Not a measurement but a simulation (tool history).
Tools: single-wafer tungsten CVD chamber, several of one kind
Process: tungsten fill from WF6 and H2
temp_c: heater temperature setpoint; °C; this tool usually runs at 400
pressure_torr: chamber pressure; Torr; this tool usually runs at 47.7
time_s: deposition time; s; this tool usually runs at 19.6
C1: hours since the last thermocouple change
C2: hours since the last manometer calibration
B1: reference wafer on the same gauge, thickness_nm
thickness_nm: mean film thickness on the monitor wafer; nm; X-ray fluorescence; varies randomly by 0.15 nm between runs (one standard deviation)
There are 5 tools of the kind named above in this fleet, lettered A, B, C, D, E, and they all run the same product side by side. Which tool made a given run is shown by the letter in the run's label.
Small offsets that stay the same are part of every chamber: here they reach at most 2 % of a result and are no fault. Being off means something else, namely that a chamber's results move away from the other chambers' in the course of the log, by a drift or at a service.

Run 1A, hour 5.8: usual settings; C1 3168.7; C2 2436.0; B1 79.905. Result: thickness_nm 71.891 nm.
At hour 10.9: chamber B: capacitance manometer re-zeroed and calibrated.
Run 2D, hour 12.4: usual settings; C1 2185.7; C2 1113.6; B1 79.904. Result: thickness_nm 70.646 nm.
Run 3C, hour 23.6: usual settings; C1 1643.8; C2 138.6; B1 79.926. Result: thickness_nm 70.020 nm.
Run 4E, hour 35.2: usual settings; C1 267.8; C2 914.8; B1 79.883. Result: thickness_nm 70.627 nm.
Run 5B, hour 46.5: usual settings; C1 1021.7; C2 35.7; B1 79.861. Result: thickness_nm 70.477 nm.
Run 6A, hour 54.4: usual settings; C1 3217.3; C2 2484.6; B1 79.910. Result: thickness_nm 71.861 nm.
At hour 62.0: chamber E: capacitance manometer re-zeroed and calibrated.
Run 7C, hour 63.3: usual settings; C1 1683.5; C2 178.3; B1 79.874. Result: thickness_nm 70.007 nm.
Run 8B, hour 68.7: usual settings; C1 1043.9; C2 57.9; B1 79.902. Result: thickness_nm 70.467 nm.
Run 9D, hour 75.5: usual settings; C1 2248.8; C2 1176.7; B1 79.923. Result: thickness_nm 70.313 nm.
Run 10E, hour 80.8: usual settings; C1 313.4; C2 18.9; B1 79.858. Result: thickness_nm 70.596 nm.
At hour 88.4: chamber A: thermocouple changed; heater temperature recalibrated.
Run 11B, hour 91.2: usual settings; C1 1066.4; C2 80.4; B1 79.850. Result: thickness_nm 70.181 nm.
Run 12A, hour 100.4: usual settings; C1 12.0; C2 2530.6; B1 79.908. Result: thickness_nm 71.963 nm.
Run 13D, hour 107.7: usual settings; C1 2281.0; C2 1208.9; B1 79.892. Result: thickness_nm 70.496 nm.
Run 14C, hour 113.8: usual settings; C1 1734.0; C2 228.8; B1 79.914. Result: thickness_nm 70.257 nm.
Run 15E, hour 121.7: usual settings but time_s 18.3 s; C1 354.3; C2 59.8; B1 79.937. Result: thickness_nm 66.157 nm.
Run 16D, hour 129.9: usual settings but time_s 18.3 s; C1 2303.2; C2 1231.1; B1 79.901. Result: thickness_nm 65.918 nm.
Run 17E, hour 140.9: usual settings but time_s 18.3 s; C1 373.5; C2 79.0; B1 79.907. Result: thickness_nm 65.629 nm.
Run 18C, hour 151.2: usual settings but time_s 18.3 s; C1 1771.4; C2 266.2; B1 79.904. Result: thickness_nm 65.665 nm.
Run 19B, hour 160.0: usual settings but time_s 18.3 s; C1 1135.2; C2 149.2; B1 79.957. Result: thickness_nm 65.954 nm.
Run 20A, hour 168.1: usual settings; C1 79.7; C2 2598.3; B1 79.876. Result: thickness_nm 71.691 nm.
Run 21B, hour 173.5: usual settings; C1 1148.7; C2 162.7; B1 79.863. Result: thickness_nm 70.757 nm.
Run 22C, hour 179.3: usual settings; C1 1799.5; C2 294.3; B1 79.908. Result: thickness_nm 70.253 nm.
Run 23D, hour 185.1: usual settings; C1 2358.4; C2 1286.3; B1 79.902. Result: thickness_nm 70.736 nm.
At hour 193.9: chamber A: capacitance manometer re-zeroed and calibrated.
Run 24A, hour 195.9: usual settings but time_s 18.1 s; C1 107.5; C2 2.0; B1 79.862. Result: thickness_nm 68.142 nm.
Run 25E, hour 207.2: usual settings but time_s 18.1 s; C1 439.8; C2 145.3; B1 79.868. Result: thickness_nm 65.179 nm.
Run 26E, hour 215.3: usual settings but time_s 18.1 s; C1 447.9; C2 153.4; B1 79.885. Result: thickness_nm 65.173 nm.
Run 27D, hour 222.4: usual settings but time_s 18.1 s; C1 2395.7; C2 1323.6; B1 79.909. Result: thickness_nm 65.196 nm.
Run 28C, hour 234.1: usual settings but time_s 18.1 s; C1 1854.3; C2 349.1; B1 79.927. Result: thickness_nm 64.637 nm.
Run 29B, hour 241.1: usual settings; C1 1216.3; C2 230.3; B1 79.884. Result: thickness_nm 70.489 nm.
Run 30A, hour 251.1: usual settings; C1 162.7; C2 57.2; B1 79.857. Result: thickness_nm 73.906 nm.
At hour 255.9: chamber D: capacitance manometer re-zeroed and calibrated.
Run 31E, hour 257.2: usual settings; C1 489.8; C2 195.3; B1 79.929. Result: thickness_nm 70.590 nm.
Run 32B, hour 267.8: usual settings but pressure_torr 41.7 Torr, time_s 22.7 s; C1 1243.0; C2 257.0; B1 79.918. Result: thickness_nm 76.755 nm.
Run 33A, hour 278.4: usual settings but pressure_torr 41.7 Torr, time_s 22.7 s; C1 190.0; C2 84.5; B1 79.874. Result: thickness_nm 80.685 nm.
Run 34C, hour 286.2: usual settings but pressure_torr 41.7 Torr, time_s 22.7 s; C1 1906.4; C2 401.2; B1 79.890. Result: thickness_nm 76.422 nm.
Run 35D, hour 293.7: usual settings but pressure_torr 41.7 Torr, time_s 22.7 s; C1 2467.0; C2 37.8; B1 79.866. Result: thickness_nm 76.696 nm.
Run 36E, hour 301.8: usual settings but pressure_torr 41.7 Torr, time_s 22.7 s; C1 534.4; C2 239.9; B1 79.876. Result: thickness_nm 77.178 nm.
Run 37A, hour 307.1: usual settings; C1 218.7; C2 113.2; B1 79.915. Result: thickness_nm 74.034 nm.
Run 38D, hour 312.6: usual settings; C1 2485.9; C2 56.7; B1 79.893. Result: thickness_nm 70.871 nm.
Run 39C, hour 318.9: usual settings; C1 1939.1; C2 433.9; B1 79.900. Result: thickness_nm 70.107 nm.
Run 40B, hour 326.9: usual settings; C1 1302.1; C2 316.1; B1 79.945. Result: thickness_nm 70.634 nm.
Run 41E, hour 338.3: usual settings; C1 570.9; C2 276.4; B1 79.907. Result: thickness_nm 70.526 nm.

Which is it: a chamber that has drifted or been left off by a service, a gauge drift common to all chambers, or only each chamber's usual small offset? If a chamber is off, name it and its likeliest cause.

A service on chamber A put it out of line with the rest.
Cause: true pressure above the setpoint (%) = 6.62.

Here are 4 candidates for chamber A's next run, each the usual settings with a change, their results left as question marks. Which one brings its results back in line with what the others give on the usual settings?
A result is in line if it is within this distance of the other chambers' mean on the usual settings: thickness_nm 0.560 nm
Run 42A-1, hour 346.8: usual settings but time_s 17.8 s. Result: thickness_nm ?.
Run 42A-2, hour 346.8: usual settings but time_s 20.5 s. Result: thickness_nm ?.
Run 42A-3, hour 346.8: usual settings but pressure_torr 46.5 Torr, time_s 18.9 s. Result: thickness_nm ?.
Run 42A-4, hour 346.8: usual settings but temp_c 403 °C, pressure_torr 48.8 Torr, time_s 20.3 s. Result: thickness_nm ?.

Usual-settings mean across the other chambers: thickness_nm 70.481 nm
  run  thickness_nm
42A-1        67.066
42A-2        77.287
42A-3        70.421
42A-4        81.509
42A-3 is the one that brings the chamber's results back in line with the other chambers.
